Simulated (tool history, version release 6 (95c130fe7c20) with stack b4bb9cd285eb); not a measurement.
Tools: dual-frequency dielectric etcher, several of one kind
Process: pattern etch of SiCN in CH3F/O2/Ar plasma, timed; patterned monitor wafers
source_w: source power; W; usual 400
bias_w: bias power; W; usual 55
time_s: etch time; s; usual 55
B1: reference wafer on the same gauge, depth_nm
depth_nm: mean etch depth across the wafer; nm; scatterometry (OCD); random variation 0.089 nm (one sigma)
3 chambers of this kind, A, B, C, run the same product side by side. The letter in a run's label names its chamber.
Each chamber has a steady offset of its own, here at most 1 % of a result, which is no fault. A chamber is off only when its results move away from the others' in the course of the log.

{"run": "1C", "hour": 13.5, "source_w": 400, "bias_w": 55, "time_s": 55, "B1": 18.214, "depth_nm": 18.742}
{"run": "2B", "hour": 26.7, "source_w": 400, "bias_w": 55, "time_s": 55, "B1": 18.209, "depth_nm": 18.935}
{"run": "3A", "hour": 39.7, "source_w": 400, "bias_w": 55, "time_s": 55, "B1": 18.216, "depth_nm": 18.962}
{"hour": 43.7, "done": "chamber C: wet clean of the chamber"}
{"run": "4B", "hour": 47.3, "source_w": 400, "bias_w": 55, "time_s": 55, "B1": 18.186, "depth_nm": 18.987}
{"run": "5A", "hour": 62.4, "source_w": 400, "bias_w": 55, "time_s": 55, "B1": 18.174, "depth_nm": 18.87}
{"run": "6C", "hour": 72.0, "source_w": 400, "bias_w": 55, "time_s": 55, "B1": 18.195, "depth_nm": 18.664}
{"run": "7A", "hour": 83.8, "source_w": 400, "bias_w": 55, "time_s": 55, "B1": 18.216, "depth_nm": 18.801}
{"run": "8B", "hour": 96.7, "source_w": 360, "bias_w": 55, "time_s": 55, "B1": 18.205, "depth_nm": 18.12}
{"run": "9C", "hour": 109.6, "source_w": 360, "bias_w": 55, "time_s": 55, "B1": 18.212, "depth_nm": 18.071}
{"hour": 121.0, "done": "chamber A: wet clean of the chamber"}
{"run": "10C", "hour": 122.7, "source_w": 360, "bias_w": 55, "time_s": 55, "B1": 18.205, "depth_nm": 18.131}
{"run": "11A", "hour": 131.9, "source_w": 400, "bias_w": 63, "time_s": 55, "B1": 18.188, "depth_nm": 19.761}
{"run": "12B", "hour": 140.4, "source_w": 400, "bias_w": 63, "time_s": 55, "B1": 18.174, "depth_nm": 19.889}
{"run": "13C", "hour": 152.7, "source_w": 400, "bias_w": 63, "time_s": 55, "B1": 18.206, "depth_nm": 19.685}
{"run": "14A", "hour": 160.3, "source_w": 400, "bias_w": 55, "time_s": 55, "B1": 18.193, "depth_nm": 18.997}
{"run": "15B", "hour": 170.0, "source_w": 460, "bias_w": 44, "time_s": 55, "B1": 18.196, "depth_nm": 18.682}
{"run": "16A", "hour": 177.2, "source_w": 460, "bias_w": 44, "time_s": 55, "B1": 18.199, "depth_nm": 18.524}
{"run": "17C", "hour": 191.5, "source_w": 460, "bias_w": 44, "time_s": 55, "B1": 18.191, "depth_nm": 18.254}
{"run": "18B", "hour": 201.9, "source_w": 400, "bias_w": 55, "time_s": 55, "B1": 18.192, "depth_nm": 18.963}
{"run": "19C", "hour": 215.2, "source_w": 400, "bias_w": 55, "time_s": 55, "B1": 18.2, "depth_nm": 18.809}
{"run": "20B", "hour": 230.7, "source_w": 400, "bias_w": 55, "time_s": 55, "B1": 18.184, "depth_nm": 18.785}
{"run": "21A", "hour": 244.9, "source_w": 400, "bias_w": 55, "time_s": 55, "B1": 18.2, "depth_nm": 18.68}
{"run": "22B", "hour": 254.5, "source_w": 400, "bias_w": 55, "time_s": 55, "B1": 18.192, "depth_nm": 18.968}
{"run": "23C", "hour": 265.8, "source_w": 400, "bias_w": 55, "time_s": 55, "B1": 18.197, "depth_nm": 18.71}
{"run": "24A", "hour": 277.8, "source_w": 400, "bias_w": 55, "time_s": 55, "B1": 18.221, "depth_nm": 19.01}
{"run": "25A", "hour": 291.9, "source_w": 400, "bias_w": 55, "time_s": 55, "B1": 18.176, "depth_nm": 18.878}
{"run": "26C", "hour": 300.6, "source_w": 400, "bias_w": 55, "time_s": 55, "B1": 18.214, "depth_nm": 18.606}
{"run": "27B", "hour": 307.7, "source_w": 400, "bias_w": 55, "time_s": 55, "B1": 18.18, "depth_nm": 19.168}
{"run": "28B", "hour": 321.8, "source_w": 400, "bias_w": 55, "time_s": 55, "B1": 18.197, "depth_nm": 18.955}
{"run": "29A", "hour": 335.5, "source_w": 400, "bias_w": 55, "time_s": 55, "B1": 18.212, "depth_nm": 18.941}
{"run": "30C", "hour": 346.8, "source_w": 400, "bias_w": 55, "time_s": 55, "B1": 18.205, "depth_nm": 18.742}
{"run": "31B", "hour": 357.5, "source_w": 400, "bias_w": 55, "time_s": 55, "B1": 18.213, "depth_nm": 18.963}
{"run": "32A", "hour": 366.6, "source_w": 400, "bias_w": 55, "time_s": 55, "B1": 18.204, "depth_nm": 18.986}

What goes on in this fleet: one chamber off, a drifting gauge, or nothing beyond the chambers' own small offsets? Name the chamber and the cause, if any.

No chamber stands off beyond its own small offset, and the gauge holds steady.
